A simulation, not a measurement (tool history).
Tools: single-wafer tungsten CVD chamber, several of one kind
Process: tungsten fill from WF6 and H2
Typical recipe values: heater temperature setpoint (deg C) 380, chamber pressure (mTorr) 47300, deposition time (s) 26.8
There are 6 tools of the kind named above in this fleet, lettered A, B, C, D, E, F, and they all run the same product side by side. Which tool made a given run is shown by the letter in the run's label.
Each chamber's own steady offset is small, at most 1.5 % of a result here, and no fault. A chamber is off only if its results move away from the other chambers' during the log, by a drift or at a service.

run	hour	heater temperature setpoint (deg C)	chamber pressure (mTorr)	deposition time (s)	read-back reference wafer on the same gauge, thickness_nm	mean film thickness on the monitor wafer (Å)
1F	9.0	380	47300	26.8	61.988	661.46
2E	22.2	380	47300	26.8	62.066	646.77
3A	33.7	380	47300	26.8	61.978	663.23
4B	42.6	380	47300	26.8	61.980	655.03
5D	56.8	380	47300	26.8	62.008	644.68
6C	66.2	380	47300	26.8	61.975	645.94
7B	74.3	371	47300	26.8	62.039	541.74
# hour 78.3: chamber C: capacitance manometer re-zeroed and calibrated
8D	89.7	371	47300	26.8	62.006	533.66
9A	103.5	371	47300	26.8	61.990	549.78
10E	118.6	371	47300	26.8	62.037	531.95
11C	129.8	371	47300	26.8	61.990	536.75
12F	143.1	371	47300	26.8	61.921	547.00
13B	157.9	380	47300	26.8	61.977	650.41
# hour 160.5: chamber B: thermocouple changed; heater temperature recalibrated
14F	167.8	380	47300	26.8	62.034	656.48
15A	178.5	380	47300	26.8	62.008	658.03
16D	189.4	380	47300	26.8	62.023	643.18
17E	202.6	380	47300	29.0	62.022	700.27
18C	215.1	380	47300	29.0	61.960	705.07
# hour 222.2: chamber E: capacitance manometer re-zeroed and calibrated
19A	226.8	380	47300	29.0	61.986	710.60
20C	236.1	380	47300	29.0	61.971	703.92
21B	248.3	380	47300	29.0	62.005	734.83
22F	262.4	380	47300	29.0	62.069	710.96
23E	271.1	380	47300	26.8	62.000	646.25
24D	282.9	380	47300	26.8	62.001	646.60
25C	292.8	380	47300	26.8	61.991	647.64
26E	300.2	380	47300	26.8	62.036	647.82
# hour 304.1: chamber D: thermocouple changed; heater temperature recalibrated
# hour 307.0: chamber F: thermocouple changed; heater temperature recalibrated
27A	307.1	380	47300	26.8	62.025	661.93
28B	314.2	380	47300	26.8	62.008	681.27
29F	323.7	380	47300	26.8	61.981	660.23
30D	333.2	380	57500	22.5	62.009	590.70
31D	343.6	380	57500	22.5	61.992	587.42
32F	358.2	380	57500	22.5	62.007	604.35
33B	365.4	380	57500	22.5	61.958	623.67
34A	377.4	380	57500	22.5	62.023	603.53
35C	387.5	380	57500	22.5	62.054	591.33
36E	397.8	380	47300	26.8	61.941	650.01
37E	409.8	380	47300	26.8	62.007	650.21
38B	417.3	380	47300	26.8	62.036	678.48
39F	424.4	380	47300	26.8	61.961	660.38
40A	431.4	380	47300	26.8	61.968	658.76
41D	439.5	380	47300	26.8	61.980	649.98
42C	454.6	380	47300	23.2	62.008	560.30

All 6 chambers run these settings next. Forecast each chamber's results:
43A	465.8	380	47300	26.8		?
43B	465.8	380	47300	26.8		?
43C	465.8	380	47300	26.8		?
43D	465.8	380	47300	26.8		?
43E	465.8	380	47300	26.8		?
43F	465.8	380	47300	26.8		?

run	mean film thickness on the monitor wafer (Å)
43A	662.83
43B	674.60
43C	648.94
43D	642.39
43E	650.94
43F	658.16
